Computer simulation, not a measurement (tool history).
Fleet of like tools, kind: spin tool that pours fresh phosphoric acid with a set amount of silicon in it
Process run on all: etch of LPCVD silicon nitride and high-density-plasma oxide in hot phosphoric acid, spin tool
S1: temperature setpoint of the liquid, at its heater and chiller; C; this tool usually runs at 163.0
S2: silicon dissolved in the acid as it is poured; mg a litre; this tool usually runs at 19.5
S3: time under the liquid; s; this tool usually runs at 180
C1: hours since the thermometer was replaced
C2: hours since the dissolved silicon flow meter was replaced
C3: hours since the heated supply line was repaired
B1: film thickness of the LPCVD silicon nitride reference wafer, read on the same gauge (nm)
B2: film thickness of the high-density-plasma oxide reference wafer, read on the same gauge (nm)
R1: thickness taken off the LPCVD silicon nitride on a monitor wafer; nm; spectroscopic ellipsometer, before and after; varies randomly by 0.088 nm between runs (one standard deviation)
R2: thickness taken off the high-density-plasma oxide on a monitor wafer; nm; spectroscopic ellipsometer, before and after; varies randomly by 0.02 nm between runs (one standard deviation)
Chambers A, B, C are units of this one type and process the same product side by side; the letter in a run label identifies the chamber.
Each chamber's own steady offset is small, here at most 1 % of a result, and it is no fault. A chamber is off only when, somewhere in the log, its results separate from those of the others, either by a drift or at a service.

Run 1B, hour 5.0: usual settings; C1 271.6; C2 826.6; C3 2959.1; B1 119.97; B2 40.010. Result: R1 14.7820 nm, R2 0.53904 nm.
Run 2C, hour 8.1: usual settings; C1 187.7; C2 193.4; C3 2096.0; B1 120.02; B2 39.976. Result: R1 14.4700 nm, R2 0.56419 nm.
Run 3A, hour 14.6: usual settings; C1 1279.9; C2 323.0; C3 2550.1; B1 120.00; B2 40.016. Result: R1 14.6920 nm, R2 0.51849 nm.
Run 4A, hour 19.9: usual settings; C1 1285.2; C2 328.3; C3 2555.4; B1 120.02; B2 39.986. Result: R1 14.7110 nm, R2 0.51799 nm.
Run 5C, hour 25.9: usual settings; C1 205.5; C2 211.2; C3 2113.8; B1 119.98; B2 39.997. Result: R1 14.5130 nm, R2 0.53698 nm.
Run 6B, hour 28.8: usual settings; C1 295.4; C2 850.4; C3 2982.9; B1 120.01; B2 39.996. Result: R1 14.5940 nm, R2 0.51437 nm.
Run 7C, hour 33.3: usual settings; C1 212.9; C2 218.6; C3 2121.2; B1 120.02; B2 39.961. Result: R1 14.6710 nm, R2 0.52002 nm.
Run 8A, hour 38.0: usual settings; C1 1303.3; C2 346.4; C3 2573.5; B1 119.96; B2 39.963. Result: R1 14.6410 nm, R2 0.55952 nm.
Run 9B, hour 41.9: usual settings; C1 308.5; C2 863.5; C3 2996.0; B1 120.04; B2 40.039. Result: R1 14.8420 nm, R2 0.50025 nm.
Run 10A, hour 47.1: usual settings; C1 1312.4; C2 355.5; C3 2582.6; B1 119.97; B2 40.001. Result: R1 14.6750 nm, R2 0.53939 nm.
Run 11B, hour 51.8: usual settings; C1 318.4; C2 873.4; C3 3005.9; B1 120.00; B2 40.013. Result: R1 14.7510 nm, R2 0.54495 nm.
Run 12C, hour 56.6: usual settings; C1 236.2; C2 241.9; C3 2144.5; B1 120.01; B2 39.985. Result: R1 14.3600 nm, R2 0.52980 nm.
Run 13A, hour 60.9: usual settings; C1 1326.2; C2 369.3; C3 2596.4; B1 120.00; B2 40.037. Result: R1 14.6920 nm, R2 0.53026 nm.
Run 14B, hour 66.2: usual settings but S1 161.5 C, S3 105 s; C1 332.8; C2 887.8; C3 3020.3; B1 119.96; B2 40.015. Result: R1 8.1441 nm, R2 0.27963 nm.
Run 15C, hour 71.6: usual settings but S1 161.5 C, S3 105 s; C1 251.2; C2 256.9; C3 2159.5; B1 120.01; B2 40.000. Result: R1 8.0660 nm, R2 0.28639 nm.
Run 16A, hour 77.3: usual settings but S1 161.5 C, S3 105 s; C1 1342.6; C2 385.7; C3 2612.8; B1 119.98; B2 40.020. Result: R1 8.0392 nm, R2 0.29181 nm.
At hour 78.4: chamber A: thermometer replaced.
Run 17B, hour 80.3: usual settings; C1 346.9; C2 901.9; C3 3034.4; B1 119.98; B2 39.985. Result: R1 14.8530 nm, R2 0.51078 nm.
At hour 81.1: chamber C: heated supply line repaired.
Run 18C, hour 83.8: usual settings but S3 140 s; C1 263.4; C2 269.1; C3 2.8; B1 120.00; B2 40.040. Result: R1 11.4000 nm, R2 0.41052 nm.
Run 19B, hour 90.3: usual settings but S3 140 s; C1 356.9; C2 911.9; C3 3044.4; B1 120.01; B2 40.011. Result: R1 11.4080 nm, R2 0.41234 nm.
Run 20A, hour 93.7: usual settings but S3 140 s; C1 15.4; C2 402.1; C3 2629.2; B1 120.00; B2 40.012. Result: R1 11.4120 nm, R2 0.41693 nm.
Run 21C, hour 98.9: usual settings; C1 278.5; C2 284.2; C3 17.9; B1 119.96; B2 39.995. Result: R1 14.6500 nm, R2 0.53494 nm.
Run 22A, hour 102.2: usual settings; C1 23.9; C2 410.6; C3 2637.7; B1 119.98; B2 40.011. Result: R1 14.6500 nm, R2 0.53637 nm.

Decide between three cases: one chamber stands off from its peers, the gauge reading all wafers drifts, or nothing is wrong past each chamber's small offset. Where a chamber is off, say which and what most likely put it there.

No chamber is off and the gauge is stable; the differences are just each chamber's small, constant offset.

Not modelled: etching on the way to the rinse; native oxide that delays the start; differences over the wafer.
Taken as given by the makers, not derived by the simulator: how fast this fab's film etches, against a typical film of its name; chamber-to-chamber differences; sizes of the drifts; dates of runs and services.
